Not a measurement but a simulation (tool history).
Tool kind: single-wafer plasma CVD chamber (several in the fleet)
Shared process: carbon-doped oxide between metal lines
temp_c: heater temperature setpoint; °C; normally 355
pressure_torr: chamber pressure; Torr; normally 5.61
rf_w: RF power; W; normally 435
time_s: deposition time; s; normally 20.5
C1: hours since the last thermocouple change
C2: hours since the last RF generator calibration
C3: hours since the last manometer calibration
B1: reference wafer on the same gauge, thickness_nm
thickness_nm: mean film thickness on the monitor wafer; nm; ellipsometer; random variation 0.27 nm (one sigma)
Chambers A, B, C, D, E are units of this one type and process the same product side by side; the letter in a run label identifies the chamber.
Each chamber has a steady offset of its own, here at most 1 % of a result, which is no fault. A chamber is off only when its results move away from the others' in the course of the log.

run 1E hour=6.9 | temp_c=355 pressure_torr=5.61 rf_w=435 time_s=20.5 | C1=195.9 C2=989.2 C3=1402.0 | B1=96.857 | thickness_nm=95.844
run 2C hour=13.8 | temp_c=355 pressure_torr=5.61 rf_w=435 time_s=20.5 | C1=270.4 C2=936.6 C3=768.6 | B1=96.817 | thickness_nm=95.435
run 3B hour=21.8 | temp_c=355 pressure_torr=5.61 rf_w=435 time_s=20.5 | C1=672.8 C2=199.5 C3=2129.9 | B1=96.759 | thickness_nm=95.768
run 4D hour=25.4 | temp_c=355 pressure_torr=5.61 rf_w=435 time_s=20.5 | C1=26.2 C2=1775.1 C3=841.0 | B1=96.724 | thickness_nm=95.809
run 5A hour=33.4 | temp_c=355 pressure_torr=5.61 rf_w=435 time_s=20.5 | C1=1530.0 C2=671.6 C3=1903.7 | B1=96.829 | thickness_nm=95.567
run 6C hour=39.1 | temp_c=355 pressure_torr=5.61 rf_w=435 time_s=20.5 | C1=295.7 C2=961.9 C3=793.9 | B1=96.792 | thickness_nm=95.718
run 7D hour=45.7 | temp_c=355 pressure_torr=5.61 rf_w=435 time_s=20.5 | C1=46.5 C2=1795.4 C3=861.3 | B1=96.797 | thickness_nm=95.300
run 8E hour=49.2 | temp_c=355 pressure_torr=5.61 rf_w=435 time_s=20.5 | C1=238.2 C2=1031.5 C3=1444.3 | B1=96.802 | thickness_nm=96.102
run 9A hour=54.3 | temp_c=355 pressure_torr=5.61 rf_w=435 time_s=20.5 | C1=1550.9 C2=692.5 C3=1924.6 | B1=96.788 | thickness_nm=95.487
run 10B hour=58.0 | temp_c=355 pressure_torr=5.61 rf_w=435 time_s=20.5 | C1=709.0 C2=235.7 C3=2166.1 | B1=96.765 | thickness_nm=95.221
-- hour=60.8 chamber D: RF generator calibrated
run 11A hour=61.6 | temp_c=355 pressure_torr=5.61 rf_w=435 time_s=20.5 | C1=1558.2 C2=699.8 C3=1931.9 | B1=96.815 | thickness_nm=95.405
run 12D hour=65.9 | temp_c=355 pressure_torr=5.61 rf_w=435 time_s=20.5 | C1=66.7 C2=5.2 C3=881.5 | B1=96.753 | thickness_nm=95.527
run 13C hour=71.1 | temp_c=355 pressure_torr=5.61 rf_w=435 time_s=19.2 | C1=327.7 C2=993.9 C3=825.9 | B1=96.778 | thickness_nm=89.712
run 14B hour=75.5 | temp_c=355 pressure_torr=5.61 rf_w=435 time_s=19.2 | C1=726.5 C2=253.2 C3=2183.6 | B1=96.848 | thickness_nm=89.555
run 15E hour=81.7 | temp_c=355 pressure_torr=5.61 rf_w=435 time_s=19.2 | C1=270.7 C2=1064.0 C3=1476.8 | B1=96.764 | thickness_nm=89.851
run 16B hour=89.8 | temp_c=355 pressure_torr=5.61 rf_w=435 time_s=19.2 | C1=740.8 C2=267.5 C3=2197.9 | B1=96.727 | thickness_nm=89.436
run 17A hour=95.6 | temp_c=355 pressure_torr=5.61 rf_w=435 time_s=19.2 | C1=1592.2 C2=733.8 C3=1965.9 | B1=96.807 | thickness_nm=89.174
run 18E hour=101.0 | temp_c=355 pressure_torr=5.61 rf_w=435 time_s=20.5 | C1=290.0 C2=1083.3 C3=1496.1 | B1=96.686 | thickness_nm=96.133
run 19C hour=105.3 | temp_c=355 pressure_torr=5.61 rf_w=435 time_s=20.5 | C1=361.9 C2=1028.1 C3=860.1 | B1=96.811 | thickness_nm=95.220
run 20D hour=109.0 | temp_c=355 pressure_torr=5.61 rf_w=435 time_s=20.5 | C1=109.8 C2=48.3 C3=924.6 | B1=96.764 | thickness_nm=95.739
run 21A hour=116.9 | temp_c=355 pressure_torr=5.61 rf_w=435 time_s=20.5 | C1=1613.5 C2=755.1 C3=1987.2 | B1=96.741 | thickness_nm=95.631
run 22B hour=122.6 | temp_c=355 pressure_torr=5.61 rf_w=435 time_s=20.5 | C1=773.6 C2=300.3 C3=2230.7 | B1=96.816 | thickness_nm=95.897
-- hour=124.4 chamber E: capacitance manometer re-zeroed and calibrated
run 23E hour=127.7 | temp_c=355 pressure_torr=5.61 rf_w=475 time_s=20.5 | C1=316.7 C2=1110.0 C3=3.3 | B1=96.805 | thickness_nm=101.890
run 24C hour=131.3 | temp_c=355 pressure_torr=5.61 rf_w=475 time_s=20.5 | C1=387.9 C2=1054.1 C3=886.1 | B1=96.793 | thickness_nm=102.390
run 25D hour=136.2 | temp_c=355 pressure_torr=5.61 rf_w=475 time_s=20.5 | C1=137.0 C2=75.5 C3=951.8 | B1=96.778 | thickness_nm=101.060
run 26E hour=143.0 | temp_c=355 pressure_torr=5.61 rf_w=475 time_s=20.5 | C1=332.0 C2=1125.3 C3=18.6 | B1=96.793 | thickness_nm=102.230
run 27B hour=146.8 | temp_c=355 pressure_torr=5.61 rf_w=475 time_s=20.5 | C1=797.8 C2=324.5 C3=2254.9 | B1=96.812 | thickness_nm=101.530
run 28D hour=153.7 | temp_c=355 pressure_torr=5.61 rf_w=435 time_s=20.5 | C1=154.5 C2=93.0 C3=969.3 | B1=96.830 | thickness_nm=95.407
run 29A hour=159.0 | temp_c=355 pressure_torr=5.61 rf_w=435 time_s=20.5 | C1=1655.6 C2=797.2 C3=2029.3 | B1=96.817 | thickness_nm=96.207
run 30C hour=164.7 | temp_c=355 pressure_torr=5.61 rf_w=435 time_s=20.5 | C1=421.3 C2=1087.5 C3=919.5 | B1=96.798 | thickness_nm=95.850
run 31C hour=171.3 | temp_c=355 pressure_torr=5.61 rf_w=435 time_s=20.5 | C1=427.9 C2=1094.1 C3=926.1 | B1=96.798 | thickness_nm=95.669
run 32E hour=176.7 | temp_c=355 pressure_torr=5.61 rf_w=435 time_s=20.5 | C1=365.7 C2=1159.0 C3=52.3 | B1=96.855 | thickness_nm=95.829
run 33D hour=184.1 | temp_c=355 pressure_torr=5.61 rf_w=435 time_s=20.5 | C1=184.9 C2=123.4 C3=999.7 | B1=96.861 | thickness_nm=96.003
run 34A hour=189.7 | temp_c=355 pressure_torr=5.61 rf_w=435 time_s=20.5 | C1=1686.3 C2=827.9 C3=2060.0 | B1=96.781 | thickness_nm=95.853
run 35B hour=194.2 | temp_c=355 pressure_torr=5.61 rf_w=435 time_s=20.5 | C1=845.2 C2=371.9 C3=2302.3 | B1=96.866 | thickness_nm=95.427
run 36B hour=198.1 | temp_c=355 pressure_torr=5.61 rf_w=435 time_s=20.5 | C1=849.1 C2=375.8 C3=2306.2 | B1=96.812 | thickness_nm=95.208
run 37C hour=205.1 | temp_c=355 pressure_torr=5.61 rf_w=435 time_s=20.5 | C1=461.7 C2=1127.9 C3=959.9 | B1=96.715 | thickness_nm=95.791
run 38E hour=211.7 | temp_c=355 pressure_torr=5.61 rf_w=435 time_s=20.5 | C1=400.7 C2=1194.0 C3=87.3 | B1=96.830 | thickness_nm=95.210
run 39A hour=215.3 | temp_c=355 pressure_torr=5.61 rf_w=435 time_s=20.5 | C1=1711.9 C2=853.5 C3=2085.6 | B1=96.775 | thickness_nm=95.319
run 40D hour=221.5 | temp_c=355 pressure_torr=5.61 rf_w=435 time_s=20.5 | C1=222.3 C2=160.8 C3=1037.1 | B1=96.840 | thickness_nm=95.241
run 41A hour=227.7 | temp_c=355 pressure_torr=5.61 rf_w=435 time_s=20.5 | C1=1724.3 C2=865.9 C3=2098.0 | B1=96.695 | thickness_nm=95.323
run 42E hour=231.8 | temp_c=355 pressure_torr=5.61 rf_w=435 time_s=20.5 | C1=420.8 C2=1214.1 C3=107.4 | B1=96.793 | thickness_nm=96.089
run 43C hour=238.4 | temp_c=355 pressure_torr=5.61 rf_w=435 time_s=20.5 | C1=495.0 C2=1161.2 C3=993.2 | B1=96.751 | thickness_nm=95.816
run 44D hour=245.7 | temp_c=355 pressure_torr=5.61 rf_w=435 time_s=20.5 | C1=246.5 C2=185.0 C3=1061.3 | B1=96.854 | thickness_nm=95.356

Does one chamber stand apart from the rest, does the shared gauge drift, or is all well apart from small per-chamber offsets? Give the chamber and the most likely cause, where there is one.

Nothing is wrong: each chamber keeps only its own small, steady offset and the gauge holds still.
